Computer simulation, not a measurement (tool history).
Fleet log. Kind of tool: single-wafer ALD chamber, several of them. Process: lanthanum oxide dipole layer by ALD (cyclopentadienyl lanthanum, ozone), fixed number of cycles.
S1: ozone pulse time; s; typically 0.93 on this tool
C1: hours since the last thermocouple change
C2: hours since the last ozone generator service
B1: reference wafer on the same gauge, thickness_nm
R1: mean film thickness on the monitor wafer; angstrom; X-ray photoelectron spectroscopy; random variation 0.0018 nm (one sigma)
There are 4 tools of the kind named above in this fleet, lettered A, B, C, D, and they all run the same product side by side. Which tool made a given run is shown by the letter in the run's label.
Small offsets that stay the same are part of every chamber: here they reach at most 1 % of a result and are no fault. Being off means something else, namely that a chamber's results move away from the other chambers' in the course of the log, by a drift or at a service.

run,day,S1,C1,C2,B1,R1
1B,0.296,0.93,849.8,864.9,0.41125,4.8663
2D,0.625,0.93,828.2,762.2,0.41115,4.8955
3C,0.942,0.93,812,840.4,0.41066,4.839
4A,1.271,0.93,1072,34,0.41109,4.8485
5B,1.562,0.93,880.2,895.3,0.41118,4.8641
6D,1.883,1.17,858.4,792.4,0.41084,5.2388
7C,2.112,1.17,840.1,868.5,0.411,5.2339
8A,2.412,1.17,1099.4,61.4,0.4108,5.1879
9B,2.788,1.17,909.6,924.7,0.41091,5.2296
10C,3.108,0.93,864,892.4,0.41085,4.8528
11D,3.3,0.93,892.4,826.4,0.41074,4.8577
12A,3.671,0.93,1129.6,91.6,0.41088,4.8556
13A,3.858,0.93,1134.1,96.1,0.41108,4.8196
14C,4.196,0.93,890.1,918.5,0.41126,4.8642
15B,4.529,0.93,951.4,966.5,0.41116,4.8409
# day 4.608: chamber B: thermocouple changed; heater temperature recalibrated
16D,4.871,0.93,930.1,864.1,0.41082,4.8703
17C,5.192,0.93,914,942.4,0.41119,4.8776
18A,5.508,0.93,1173.7,135.7,0.41111,4.844
19B,5.838,1.13,29.6,997.9,0.41103,5.1522
20D,6.125,1.13,960.2,894.2,0.41115,5.18
21B,6.496,1.13,45.4,1013.7,0.41111,5.0864
22A,6.8,1.13,1204.7,166.7,0.41077,5.1595
23C,7.112,0.93,960.1,988.5,0.41091,4.8459
24D,7.35,0.93,989.6,923.6,0.41063,4.8818
25B,7.588,0.93,71.6,1039.9,0.41066,4.7369
26A,7.867,0.93,1230.3,192.3,0.41159,4.8295
27D,8.071,0.93,1006.9,940.9,0.41097,4.8904
28C,8.45,0.93,992.2,1020.6,0.411,4.8515
29C,8.675,0.93,997.6,1026,0.41074,4.8452
30A,9.05,0.93,1258.7,220.7,0.41107,4.8246
31B,9.292,0.93,112.5,1080.8,0.41092,4.6998
32D,9.6,0.93,1043.6,977.6,0.41135,4.8736
33A,9.821,0.93,1277.2,239.2,0.41132,4.872
34B,10.158,0.93,133.3,1101.6,0.41115,4.7394
35C,10.325,0.93,1037.2,1065.6,0.41084,4.8417
36D,10.675,0.79,1069.4,1003.4,0.41095,4.5766
37A,10.908,0.79,1303.3,265.3,0.41106,4.5802
38B,11.075,0.79,155.3,1123.6,0.41119,4.3733
39D,11.358,0.79,1085.8,1019.8,0.41084,4.5764
40C,11.662,0.93,1069.3,1097.7,0.41063,4.8259

Decide between three cases: one chamber stands off from its peers, the gauge reading all wafers drifts, or nothing is wrong past each chamber's small offset. Where a chamber is off, say which and what most likely put it there.

It is chamber B that slowly wanders off from its peers.
Cause: ozone dose below that of a generator just serviced (%) = 10.7.

Which of the 4 candidates below, each the usual settings with something changed and its results left as question marks, puts chamber B back in line with what the other chambers give on the usual settings?
Counts as in line when no further than this from what the other chambers average on the usual settings: R1 0.063 angstrom
41B-1,11.938,1.04,,,,?
41B-2,11.938,0.97,,,,?
41B-3,11.938,0.84,,,,?
41B-4,11.938,0.89,,,,?

The other chambers' mean on the usual settings: R1 4.8537 angstrom
run,R1
41B-1,4.8728
41B-2,4.7503
41B-3,4.4768
41B-4,4.5897
The right change is 41B-1: it brings the chamber back within the allowed miss of the others.
